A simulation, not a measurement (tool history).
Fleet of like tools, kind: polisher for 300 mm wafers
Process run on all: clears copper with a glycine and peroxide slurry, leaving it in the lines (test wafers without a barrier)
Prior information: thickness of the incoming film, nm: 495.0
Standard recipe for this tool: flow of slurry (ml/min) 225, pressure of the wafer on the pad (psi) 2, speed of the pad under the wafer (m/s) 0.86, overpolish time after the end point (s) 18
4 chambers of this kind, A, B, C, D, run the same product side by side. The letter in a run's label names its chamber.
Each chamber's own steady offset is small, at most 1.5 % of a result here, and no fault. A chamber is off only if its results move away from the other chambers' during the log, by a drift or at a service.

run,hour,flow of slurry (ml/min),pressure of the wafer on the pad (psi),speed of the pad under the wafer (m/s),overpolish time after the end point (s),wafers polished on this pad,hours since the slurry nozzle was cleaned,hours since the head pressure was calibrated,time until the end point was called (s),dishing of a wide line in a test structure (nm)
1A,6.8,225,2,0.86,18,64,657.9,253.8,110.53,37.056
# hour 9.6: chamber B: slurry nozzle cleaned
2C,13.5,225,2,0.86,18,587,348,520.4,108.42,36.522
3D,21,225,2,0.86,18,457,52.2,421.4,111.71,36.452
4B,25.7,225,2,0.86,18,608,16.2,713.3,110.06,36.713
5D,33.7,225,2,0.86,18,540,64.9,434.1,111.1,36.326
6C,40.6,225,2,0.86,18,764,375.1,547.5,109.37,35.785
7B,44.4,160,2.6,0.86,18,730,34.9,732,94.617,37.769
8A,49.6,160,2.6,0.86,18,343,700.7,296.6,95.626,38.625
9D,57.1,160,2.6,0.86,18,692,88.3,457.5,94.348,38.671
10C,62.2,160,2.6,0.86,18,905,396.7,569.1,94.993,38.157
11B,70.6,225,2,0.86,18,901,61.1,758.2,109.37,36.476
# hour 72.2: chamber D: worn pad replaced by a new one
12A,75.2,225,2,0.86,18,510,726.3,322.2,111.43,36.718
13A,81.7,225,2,0.86,18,552,732.8,328.7,114.4,36.085
14B,86.3,225,2.5,1.1,18,1003,76.8,773.9,75.029,39.627
# hour 89.1: chamber C: worn pad replaced by a new one
15C,89.9,225,2.5,1.1,18,5,424.4,596.8,76.268,41.017
# hour 90: chamber A: slurry nozzle cleaned
16D,97.6,225,2.5,1.1,18,165,128.8,498,76.292,40.954
17B,104.1,225,2.5,1.1,18,1119,94.6,791.7,74.893,40.085
18C,109.2,225,2,0.86,18,131,443.7,616.1,110.27,36.795
19D,116.4,225,2,0.86,18,288,147.6,516.8,110.31,36.305
# hour 118.7: chamber B: worn pad replaced by a new one
20A,122.1,225,2,0.86,18,816,32.1,369.1,112.15,35.88
# hour 129.5: chamber B: head pressure recalibrated
21B,129.8,225,2,0.86,18,72,120.3,0.3,108.13,35.929
22A,136.6,225,2,0.86,18,910,46.6,383.6,114.34,35.789
# hour 137.1: chamber A: worn pad replaced by a new one
23C,141.3,225,2,0.86,18,340,475.8,648.2,109.06,35.63
24D,149.2,225,2,0.86,18,502,180.4,549.6,110.26,36.908
25C,155,225,2,0.86,18,429,489.5,661.9,110.38,36.514
26A,161.9,225,2,0.86,18,161,71.9,408.9,113.67,36.334
27B,165.9,225,2,0.86,18,307,156.4,36.4,109.74,35.905
28D,172.4,225,2,0.86,18,653,203.6,572.8,110.91,35.719
29B,180.3,190,2,0.86,9,401,170.8,50.8,113.2,23.468
30A,188.7,190,2,0.86,9,336,98.7,435.7,119.37,22.826
31D,194.7,190,2,0.86,9,798,225.9,595.1,115.94,23.589
32C,201,190,2,0.86,9,729,535.5,707.9,112.72,22.914

Is one chamber off against the others, does the gauge drift, or is nothing wrong? If a chamber is off, say which, and what the likeliest cause is.

Chamber A drifts away from the others.
Most likely cause: head's pressure below its setpoint, % = 7.76.

Here are 4 candidates for chamber A's next run, each the usual settings with a change, their results left as question marks. Which one brings its results back in line with what the others give on the usual settings?
Maximum distance from the other chambers' mean on the usual settings for a result to count as in line: time until the end point was called (s) 3.4; dishing of a wide line in a test structure (nm) 2.4
33A-1,207,230,2.2,0.92,17,,,,?,?
33A-2,207,225,2.1,0.88,17,,,,?,?
33A-3,207,220,1.8,0.8,19,,,,?,?
33A-4,207,225,1.9,0.84,19,,,,?,?

On the usual settings, the other chambers give on average: time until the end point was called (s) 110.46; dishing of a wide line in a test structure (nm) 36.032
run,time until the end point was called (s),dishing of a wide line in a test structure (nm)
33A-1,103.13,36.222
33A-2,110.68,35.229
33A-3,132.61,34.62
33A-4,123.07,35.71
The answer is 33A-2, which returns the chamber to within the allowed miss of the others.
